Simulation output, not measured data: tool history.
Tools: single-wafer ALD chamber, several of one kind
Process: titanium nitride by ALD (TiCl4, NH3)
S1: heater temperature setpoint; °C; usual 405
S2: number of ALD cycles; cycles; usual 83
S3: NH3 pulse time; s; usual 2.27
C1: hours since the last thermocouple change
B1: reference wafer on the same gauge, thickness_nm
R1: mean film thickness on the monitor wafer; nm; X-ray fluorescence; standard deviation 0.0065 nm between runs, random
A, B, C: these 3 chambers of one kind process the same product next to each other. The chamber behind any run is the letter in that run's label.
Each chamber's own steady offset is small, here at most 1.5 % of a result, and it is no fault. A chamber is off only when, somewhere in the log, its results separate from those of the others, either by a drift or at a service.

| run | hour | S1 | S2 | S3 | C1 | B1 | R1 |
|---|---|---|---|---|---|---|---|
| 1B | 13.5 | 405 | 83 | 2.27 | 1166.2 | 1.7284 | 1.8480 |
| 2A | 23.9 | 405 | 83 | 2.27 | 918.2 | 1.7303 | 1.8352 |
| 3C | 34.5 | 405 | 83 | 2.27 | 1046.2 | 1.7297 | 1.8578 |
| 4C | 47.8 | 405 | 83 | 2.27 | 1059.5 | 1.7292 | 1.8670 |
| 5B | 54.5 | 405 | 83 | 2.27 | 1207.2 | 1.7287 | 1.8495 |
| 6A | 68.2 | 405 | 83 | 1.92 | 962.5 | 1.7307 | 1.8337 |
| 7B | 80.9 | 405 | 83 | 1.92 | 1233.6 | 1.7309 | 1.8433 |
| 8C | 91.7 | 405 | 83 | 1.92 | 1103.4 | 1.7303 | 1.8498 |
|  | 97.3 | chamber B: thermocouple changed; heater temperature recalibrated |
| 9A | 101.8 | 405 | 83 | 2.27 | 996.1 | 1.7301 | 1.8339 |
| 10A | 111.9 | 405 | 83 | 2.27 | 1006.2 | 1.7305 | 1.8302 |
| 11B | 125.8 | 405 | 83 | 2.27 | 28.6 | 1.7300 | 1.8516 |
| 12C | 132.1 | 405 | 83 | 2.27 | 1143.8 | 1.7295 | 1.8578 |
| 13A | 141.0 | 405 | 83 | 2.27 | 1035.3 | 1.7281 | 1.8374 |
| 14C | 147.7 | 405 | 83 | 2.27 | 1159.4 | 1.7304 | 1.8608 |
| 15B | 159.5 | 395 | 83 | 1.39 | 62.3 | 1.7294 | 1.8050 |
| 16B | 166.5 | 395 | 83 | 1.39 | 69.3 | 1.7298 | 1.7983 |
| 17C | 178.4 | 395 | 83 | 1.39 | 1190.1 | 1.7304 | 1.8267 |
| 18A | 188.5 | 405 | 83 | 2.27 | 1082.8 | 1.7300 | 1.8362 |
| 19B | 201.9 | 405 | 83 | 2.27 | 104.7 | 1.7302 | 1.8546 |
| 20A | 215.7 | 405 | 83 | 2.27 | 1110.0 | 1.7298 | 1.8358 |
| 21C | 222.3 | 405 | 83 | 2.27 | 1234.0 | 1.7299 | 1.8586 |
| 22C | 232.7 | 405 | 83 | 2.27 | 1244.4 | 1.7311 | 1.8636 |
| 23B | 240.7 | 405 | 83 | 2.27 | 143.5 | 1.7296 | 1.8435 |
| 24A | 254.1 | 405 | 83 | 2.27 | 1148.4 | 1.7297 | 1.8371 |

Does one chamber stand apart from the rest, does the shared gauge drift, or is all well apart from small per-chamber offsets? Give the chamber and the most likely cause, where there is one.

No chamber stands off beyond its own small offset, and the gauge holds steady.

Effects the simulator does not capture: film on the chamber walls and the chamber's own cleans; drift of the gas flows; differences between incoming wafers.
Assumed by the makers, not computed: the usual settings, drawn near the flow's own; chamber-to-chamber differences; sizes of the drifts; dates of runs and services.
